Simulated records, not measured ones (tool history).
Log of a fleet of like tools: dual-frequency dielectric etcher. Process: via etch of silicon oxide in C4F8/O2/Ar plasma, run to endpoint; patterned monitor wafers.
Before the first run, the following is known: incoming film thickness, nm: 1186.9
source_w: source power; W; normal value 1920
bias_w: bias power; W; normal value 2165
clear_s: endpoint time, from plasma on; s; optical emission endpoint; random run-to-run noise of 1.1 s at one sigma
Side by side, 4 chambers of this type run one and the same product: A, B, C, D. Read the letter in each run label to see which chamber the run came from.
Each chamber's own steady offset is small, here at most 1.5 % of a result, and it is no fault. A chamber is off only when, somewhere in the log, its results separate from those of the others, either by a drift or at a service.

run,hour,source_w,bias_w,hours since the last wet clean,hours since the last source power generator calibration,hours since the last bias power generator calibration,clear_s
1D,3.4,1920,2165,215,2217.4,1166,230.37
2B,7.2,1920,2165,103.7,1479.7,889.7,232.25
3C,11.9,1920,2165,133.1,203.3,205,235.42
4A,16.5,1920,2165,152.8,619.1,651,233.63
5C,23.1,2380,2671,144.3,214.5,216.2,202.54
6B,26.3,2380,2671,122.8,1498.8,908.8,200.3
7D,29.8,2380,2671,241.4,2243.8,1192.4,200.86
8A,34.9,2380,2671,171.2,637.5,669.4,201.1
9A,40.6,1920,2165,176.9,643.2,675.1,235.02
10D,44,1740,2165,255.6,2258,1206.6,238.64
11B,49.6,1740,2165,146.1,1522.1,932.1,242.94
12C,53.3,1740,2165,174.5,244.7,246.4,242.87
13A,58.1,1740,2165,194.4,660.7,692.6,241.05
14D,61.5,2190,2559,273.1,2275.5,1224.1,209.95
15B,65.1,2190,2559,161.6,1537.6,947.6,210.97
16C,71.7,2190,2559,192.9,263.1,264.8,211.21
17A,75.4,2190,2559,211.7,678,709.9,210.4
18C,80.6,1920,2165,201.8,272,273.7,236.11
19D,87.8,1920,2165,299.4,2301.8,1250.4,232.19
20B,93.7,1920,2165,190.2,1566.2,976.2,234.93
21C,99.6,1920,2165,220.8,291,292.7,236.78
22A,105,1920,2165,241.3,707.6,739.5,233.64
23B,110.7,1920,2165,207.2,1583.2,993.2,230.79
24D,116.5,1920,2165,328.1,2330.5,1279.1,234.17
25B,122.9,1920,2165,219.4,1595.4,1005.4,230.85
26D,126.3,1920,2165,337.9,2340.3,1288.9,234.71
27A,131.5,1690,2533,267.8,734.1,766,232.25
28C,136.8,1690,2533,258,328.2,329.9,235.55
29C,141.4,1690,2533,262.6,332.8,334.5,235.96
30A,145.5,1690,2533,281.8,748.1,780,233.61
31B,152.7,1920,2165,249.2,1625.2,1035.2,231.49
32D,159.9,1920,2165,371.5,2373.9,1322.5,238.99
33D,164.8,1920,2165,376.4,2378.8,1327.4,238.67
34A,169,1920,2165,305.3,771.6,803.5,232.58
35C,173.1,1920,2165,294.3,364.5,366.2,235.84
36B,180.5,2390,2165,277,1653,1063,215.64
37B,186.6,2390,2165,283.1,1659.1,1069.1,213.93
38A,191.9,2390,2165,328.2,794.5,826.4,213.01
39D,196.3,2390,2165,407.9,2410.3,1358.9,223.33
40C,201,1920,1925,322.2,392.4,394.1,244.62
41A,207.2,1920,1925,343.5,809.8,841.7,242.83
42B,214.2,1920,1925,310.7,1686.7,1096.7,242.12

Predict what each chamber gives when all 4 of them run the settings below next.
43A,219.5,2080,2165,,,,?
43B,219.5,2080,2165,,,,?
43C,219.5,2080,2165,,,,?
43D,219.5,2080,2165,,,,?

run,clear_s
43A,228.02
43B,224.47
43C,228.49
43D,236.56
